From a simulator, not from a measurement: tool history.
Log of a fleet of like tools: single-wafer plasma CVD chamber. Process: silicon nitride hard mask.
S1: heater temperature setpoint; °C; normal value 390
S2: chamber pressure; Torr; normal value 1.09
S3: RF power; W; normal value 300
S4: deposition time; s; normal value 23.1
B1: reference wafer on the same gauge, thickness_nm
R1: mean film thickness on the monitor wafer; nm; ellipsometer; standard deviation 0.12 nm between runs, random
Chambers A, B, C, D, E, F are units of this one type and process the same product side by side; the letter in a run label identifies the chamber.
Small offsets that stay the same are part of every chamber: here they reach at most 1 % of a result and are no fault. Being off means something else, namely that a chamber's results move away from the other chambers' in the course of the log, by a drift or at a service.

run	hour	S1	S2	S3	S4	B1	R1
1F	5.5	390	1.09	300	23.1	20.282	23.718
2A	14.6	390	1.09	300	23.1	20.305	23.552
3C	21.7	390	1.09	300	23.1	20.292	23.776
4E	31.5	390	1.09	300	23.1	20.32	23.553
5B	41.2	390	1.09	300	23.1	20.306	23.777
# hour 41.5: chamber C: thermocouple changed; heater temperature recalibrated
6D	48.3	390	1.09	300	23.1	20.295	23.857
7D	53.9	390	1.09	300	23.1	20.276	23.566
8E	62.1	390	1.09	300	23.1	20.31	23.604
9F	68.1	390	1.09	300	23.1	20.29	23.774
10B	77.4	390	1.09	300	23.1	20.307	24.055
11C	82.4	390	1.09	300	23.1	20.295	23.532
12A	89.9	390	1.09	300	23.1	20.298	23.643
13B	98.3	390	1.09	300	23.1	20.3	23.875
14F	104.8	390	1.09	300	23.1	20.301	23.785
15E	112.6	390	1.09	300	23.1	20.294	23.43
16A	120	390	1.09	300	23.1	20.3	23.626
17C	124.7	390	1.09	300	23.1	20.295	23.557
18D	134	390	1.09	300	23.1	20.307	23.823
19A	142.7	390	1.09	300	23.1	20.303	23.626
20E	152	390	1.09	300	23.1	20.287	23.137
21D	159	390	1.09	300	23.1	20.325	23.663
# hour 161.7: chamber F: capacitance manometer re-zeroed and calibrated
22F	163.2	390	1.09	300	23.1	20.293	23.769
23B	170	390	1.09	300	23.1	20.271	23.699
24C	177.8	390	1.09	300	23.1	20.278	23.624
25F	183.1	390	1.09	300	23.1	20.295	23.899
26D	189.3	390	1.09	300	23.1	20.313	24.057
27A	198.5	390	1.09	300	23.1	20.309	23.66
28B	202.8	390	0.85	300	23.1	20.296	21.701
29C	209.7	390	0.85	300	23.1	20.283	21.599
30E	217.8	390	0.85	300	23.1	20.315	20.827
31C	225.7	390	0.85	300	23.1	20.291	21.573
32E	229.9	390	0.85	300	23.1	20.316	20.746
33B	238	390	0.85	300	23.1	20.298	21.908
34A	244.4	383	0.96	300	23.1	20.294	22.569
# hour 252.2: chamber D: RF generator calibrated
35F	252.3	383	0.96	300	23.1	20.335	22.825
36D	257.5	383	0.96	300	23.1	20.308	22.984

Is one chamber off against the others, does the gauge drift, or is nothing wrong? If a chamber is off, say which, and what the likeliest cause is.

It is chamber E that slowly wanders off from its peers.
Most likely cause: delivered RF power below the setpoint (%) = 7.59.

Below are 4 candidate recipes for chamber E's next run, each the usual settings with a change, their results shown as question marks. Which of them brings E's results back in line with what the other chambers give on the usual settings?
Allowed miss from the other chambers' usual-settings mean, per result, to count as in line: R1 0.42 nm
37E-1	264.5	390	1.12	315	24.5		?
37E-2	264.5	390	1.09	265	23.1		?
37E-3	264.5	390	1.09	320	23.1		?
37E-4	264.5	390	1.07	295	22.4		?

What the other chambers average on the usual settings: R1 23.715 nm
run	R1
37E-1	25.066
37E-2	20.757
37E-3	23.681
37E-4	21.593
37E-3 is the one that brings the chamber's results back in line with the other chambers.
